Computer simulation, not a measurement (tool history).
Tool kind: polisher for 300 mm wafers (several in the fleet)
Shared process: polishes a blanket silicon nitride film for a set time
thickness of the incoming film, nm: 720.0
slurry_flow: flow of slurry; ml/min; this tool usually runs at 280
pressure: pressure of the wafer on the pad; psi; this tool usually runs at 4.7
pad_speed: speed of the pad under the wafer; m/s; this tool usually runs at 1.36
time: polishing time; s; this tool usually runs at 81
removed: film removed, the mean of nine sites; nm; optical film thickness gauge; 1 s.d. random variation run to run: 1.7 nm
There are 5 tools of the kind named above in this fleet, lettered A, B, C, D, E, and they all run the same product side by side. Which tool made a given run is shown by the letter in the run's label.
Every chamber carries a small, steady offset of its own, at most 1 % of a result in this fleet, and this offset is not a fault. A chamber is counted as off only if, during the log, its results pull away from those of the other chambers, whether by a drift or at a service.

run	hour	slurry_flow	pressure	pad_speed	time	wafers polished on this pad	hours since the slurry nozzle was cleaned	hours since the head pressure was calibrated	removed
# hour 3.8: chamber D: worn pad replaced by a new one
1D	7.5	280	4.7	1.36	81	47	108.8	341.2	234.14
# hour 9.5: chamber B: worn pad replaced by a new one
# hour 11.8: chamber A: worn pad replaced by a new one
2E	14.5	280	4.7	1.36	81	215	561.0	737.9	236.89
3B	24.1	280	4.7	1.36	81	186	542.1	379.2	232.10
4A	33.6	280	4.7	1.36	81	278	487.6	179.7	236.57
5C	37.9	280	4.7	1.36	81	630	119.4	328.8	232.15
6E	43.6	280	4.7	1.36	81	586	590.1	767.0	233.52
7A	50.9	280	4.7	1.36	81	499	504.9	197.0	235.46
8C	59.6	280	4.7	1.36	96	906	141.1	350.5	272.58
9D	66.2	280	4.7	1.36	96	795	167.5	399.9	278.34
# hour 67.7: chamber E: worn pad replaced by a new one
# hour 69.4: chamber B: worn pad replaced by a new one
10B	71.2	280	4.7	1.36	96	23	589.2	426.3	273.91
# hour 73.2: chamber A: worn pad replaced by a new one
# hour 75.1: chamber D: worn pad replaced by a new one
11C	76.2	280	4.7	1.36	96	1118	157.7	367.1	274.96
# hour 77.7: chamber C: worn pad replaced by a new one
12E	84.8	280	4.7	1.36	96	218	631.3	808.2	281.59
13D	92.2	280	4.7	1.36	81	218	193.5	425.9	235.28
14A	97.9	280	4.7	1.36	81	315	551.9	244.0	237.05
# hour 99.7: chamber A: slurry nozzle cleaned
15B	105.1	280	4.7	1.36	81	455	623.1	460.2	231.09
16A	110.4	280	4.7	1.36	81	475	10.7	256.5	235.74
17B	119.2	280	4.7	1.36	81	635	637.2	474.3	235.82
# hour 121.1: chamber A: head pressure recalibrated
# hour 126.3: chamber B: slurry nozzle cleaned
18C	126.9	280	4.7	1.36	81	627	208.4	417.8	229.64
19D	132.9	280	4.7	1.36	81	737	234.2	466.6	234.41
# hour 136.0: chamber D: worn pad replaced by a new one
# hour 140.2: chamber B: worn pad replaced by a new one
20E	140.7	280	4.7	1.36	81	930	687.2	864.1	234.17
# hour 141.4: chamber E: worn pad replaced by a new one
# hour 142.7: chamber A: worn pad replaced by a new one
21C	146.3	280	4.7	1.36	81	874	227.8	437.2	229.02
22E	151.5	185	4.7	1.36	94	129	698.0	874.9	258.16
23A	157.5	185	4.7	1.36	94	189	57.8	36.4	242.65
24D	167.3	185	4.7	1.36	94	399	268.6	501.0	257.73
# hour 170.6: chamber E: slurry nozzle cleaned
25B	174.0	185	4.7	1.36	94	431	47.7	529.1	259.53
26D	183.8	185	4.7	1.36	94	609	285.1	517.5	258.72
# hour 187.1: chamber C: worn pad replaced by a new one
27C	193.3	280	4.7	1.36	81	79	274.8	484.2	230.03
28E	197.7	280	4.7	1.36	81	718	27.1	921.1	231.80
# hour 198.5: chamber B: worn pad replaced by a new one
# hour 203.0: chamber A: worn pad replaced by a new one
# hour 204.5: chamber D: worn pad replaced by a new one
29A	207.0	280	4.7	1.36	81	51	107.3	85.9	218.91
30B	216.1	280	4.7	1.36	81	225	89.8	571.2	232.71
31D	223.3	280	4.0	1.36	93	239	324.6	557.0	232.62
# hour 223.9: chamber E: worn pad replaced by a new one
32E	229.0	280	4.0	1.36	93	65	58.4	952.4	229.64
33C	234.9	280	4.0	1.36	93	609	316.4	525.8	229.64
34B	241.9	280	4.0	1.36	93	554	115.6	597.0	227.23
35A	250.7	280	4.0	1.36	93	608	151.0	129.6	212.70
# hour 253.0: chamber B: worn pad replaced by a new one
36B	260.2	280	4.7	1.36	81	92	133.9	615.3	232.96
# hour 260.6: chamber D: worn pad replaced by a new one
37D	265.1	280	4.7	1.36	81	57	366.4	598.8	234.67
# hour 267.5: chamber A: worn pad replaced by a new one
38C	273.2	280	4.7	1.36	81	1097	354.7	564.1	231.89
39E	278.4	280	4.7	1.36	81	694	107.8	1001.8	232.24
40A	285.2	280	4.0	1.36	81	226	185.5	164.1	187.41
41E	290.5	280	4.0	1.36	81	848	119.9	1013.9	200.02
# hour 299.6: chamber C: worn pad replaced by a new one
42B	300.3	280	4.0	1.36	81	603	174.0	655.4	197.95
43C	307.8	280	4.0	1.36	81	104	389.3	598.7	196.71
44A	316.8	280	4.0	1.36	81	629	217.1	195.7	185.31

Is one chamber off against the others, does the gauge drift, or is nothing wrong? If a chamber is off, say which, and what the likeliest cause is.

A service left chamber A off against the others.
What lies behind it: head's pressure below its setpoint, % = 7.12.

Which of the 4 candidates below, each the usual settings with something changed and its results left as question marks, puts chamber A back in line with what the other chambers give on the usual settings?
Maximum distance from the other chambers' mean on the usual settings for a result to count as in line: removed 6.00 nm
45A-1	323.9	280	5.1	1.44	81				?
45A-2	323.9	280	4.7	1.16	81				?
45A-3	323.9	280	4.6	1.32	79				?
45A-4	323.9	280	4.7	1.48	81				?

Usual-settings mean across the other chambers: removed 233.85 nm
run	removed
45A-1	246.16
45A-2	191.49
45A-3	202.39
45A-4	231.99
The answer is 45A-4, which returns the chamber to within the allowed miss of the others.

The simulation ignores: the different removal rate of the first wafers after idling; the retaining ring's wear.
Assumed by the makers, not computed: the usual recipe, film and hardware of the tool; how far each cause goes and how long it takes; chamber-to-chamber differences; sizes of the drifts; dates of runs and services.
